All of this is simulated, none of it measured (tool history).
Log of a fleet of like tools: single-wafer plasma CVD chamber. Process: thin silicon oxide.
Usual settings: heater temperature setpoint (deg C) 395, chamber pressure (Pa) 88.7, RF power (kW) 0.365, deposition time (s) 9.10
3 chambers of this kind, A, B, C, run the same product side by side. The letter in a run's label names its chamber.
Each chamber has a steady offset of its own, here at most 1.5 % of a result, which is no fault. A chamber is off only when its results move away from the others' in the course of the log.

run   hour  heater temperature setpoint (deg C)  chamber pressure (Pa)  RF power (kW)  deposition time (s)  hours since the last thermocouple change  hours since the last RF generator calibration  hours since the last manometer calibration  read-back reference wafer on the same gauge, thickness_nm  mean film thickness on the monitor wafer (Å)
 1B    8.8                                  395                   88.7          0.365                 9.10                                     700.7                                         1176.3                                      2772.9                                                     12.993                                        147.97
 2A   14.8                                  395                   88.7          0.365                 9.10                                    1210.3                                         1240.9                                      1673.6                                                     12.999                                        151.31
 3C   24.2                                  395                   88.7          0.365                 9.10                                    1704.5                                         1590.9                                       626.0                                                     12.993                                        153.29
 4A   34.9                                  395                   88.7          0.365                 9.10                                    1230.4                                         1261.0                                      1693.7                                                     12.999                                        149.95
 5B   44.3                                  395                   99.5          0.365                 8.43                                     736.2                                         1211.8                                      2808.4                                                     12.987                                        155.88
 6C   52.4                                  395                   99.5          0.365                 8.43                                    1732.7                                         1619.1                                       654.2                                                     12.990                                        158.77
 7A   63.4                                  395                   99.5          0.365                 8.43                                    1258.9                                         1289.5                                      1722.2                                                     13.004                                        157.07
 8C   76.1                                  395                   88.7          0.365                 9.10                                    1756.4                                         1642.8                                       677.9                                                     12.998                                        152.07
 9B   82.3                                  395                   88.7          0.365                 9.10                                     774.2                                         1249.8                                      2846.4                                                     13.021                                        150.28
10C   93.4                                  395                   88.7          0.365                 9.10                                    1773.7                                         1660.1                                       695.2                                                     12.996                                        152.55
11B  101.1                                  395                   88.7          0.365                 9.10                                     793.0                                         1268.6                                      2865.2                                                     12.991                                        149.33
12A  108.2                                  395                   88.7          0.365                 9.10                                    1303.7                                         1334.3                                      1767.0                                                     13.012                                        149.00
13A  119.1                                  395                   88.7          0.365                 8.49                                    1314.6                                         1345.2                                      1777.9                                                     12.997                                        138.62
14B  130.6                                  395                   88.7          0.365                 8.49                                     822.5                                         1298.1                                      2894.7                                                     12.989                                        139.35
15C  139.0                                  395                   88.7          0.365                 8.49                                    1819.3                                         1705.7                                       740.8                                                     13.005                                        143.41
16C  144.7                                  395                   88.7          0.365                 9.10                                    1825.0                                         1711.4                                       746.5                                                     13.000                                        152.24
     150.1  -- chamber A: thermocouple changed; heater temperature recalibrated
17A  151.0                                  395                   88.7          0.365                 9.10                                       0.9                                         1377.1                                      1809.8                                                     13.003                                        146.89
18B  158.5                                  395                   88.7          0.365                 9.10                                     850.4                                         1326.0                                      2922.6                                                     13.018                                        147.90
19A  169.7                                  395                   88.7          0.365                 9.10                                      19.6                                         1395.8                                      1828.5                                                     13.001                                        146.37
20B  180.7                                  395                   88.7          0.365                 9.10                                     872.6                                         1348.2                                      2944.8                                                     13.005                                        147.40
21C  190.2                                  395                   88.7          0.365                 9.10                                    1870.5                                         1756.9                                       792.0                                                     13.014                                        150.91
22B  198.0                                  395                   88.7          0.365                 9.10                                     889.9                                         1365.5                                      2962.1                                                     13.004                                        149.78
23A  205.6                                  395                   88.7          0.365                 9.10                                      55.5                                         1431.7                                      1864.4                                                     12.993                                        146.96
24C  217.8                                  395                   88.7          0.365                 9.10                                    1898.1                                         1784.5                                       819.6                                                     12.989                                        151.67
25B  226.6                                  395                   88.7          0.365                 9.10                                     918.5                                         1394.1                                      2990.7                                                     13.012                                        148.51
26C  238.4                                  395                   88.7          0.365                 9.10                                    1918.7                                         1805.1                                       840.2                                                     13.004                                        153.12
27A  245.0                                  395                   88.7          0.365                 9.10                                      94.9                                         1471.1                                      1903.8                                                     12.984                                        145.26
28C  251.0                                  395                   88.7          0.365                 9.10                                    1931.3                                         1817.7                                       852.8                                                     13.000                                        152.16
     256.6  -- chamber A: RF generator calibrated
29A  262.0                                  395                   88.7          0.365                 9.10                                     111.9                                            5.5                                      1920.8                                                     13.002                                        144.30
30B  272.4                                  395                   88.7          0.365                 9.10                                     964.3                                         1439.9                                      3036.5                                                     12.971                                        148.93

Is one chamber off against the others, does the gauge drift, or is nothing wrong? If a chamber is off, say which, and what the likeliest cause is.

Chamber A drifts away from the others.
Cause: true pressure below the setpoint (%) = 3.96.

Here are 4 candidates for chamber A's next run, each the usual settings with a change, their results left as question marks. Which one brings its results back in line with what the others give on the usual settings?
In line means no further than this from the other chambers' mean on the usual settings: mean film thickness on the monitor wafer (Å) 2.80
31A-1  281.7                                  395                   88.7          0.445                 9.10                                                                                                                                                                                                                                             ?
31A-2  281.7                                  395                   88.7          0.360                 8.78                                                                                                                                                                                                                                             ?
31A-3  281.7                                  395                   88.7          0.370                 9.42                                                                                                                                                                                                                                             ?
31A-4  281.7                                  395                   88.7          0.365                 8.44                                                                                                                                                                                                                                             ?

The other chambers' mean on the usual settings: mean film thickness on the monitor wafer (Å) 150.49
  run  mean film thickness on the monitor wafer (Å)
31A-1                                        154.72
31A-2                                        138.66
31A-3                                        150.17
31A-4                                        133.95
31A-3 brings the chamber back in line.
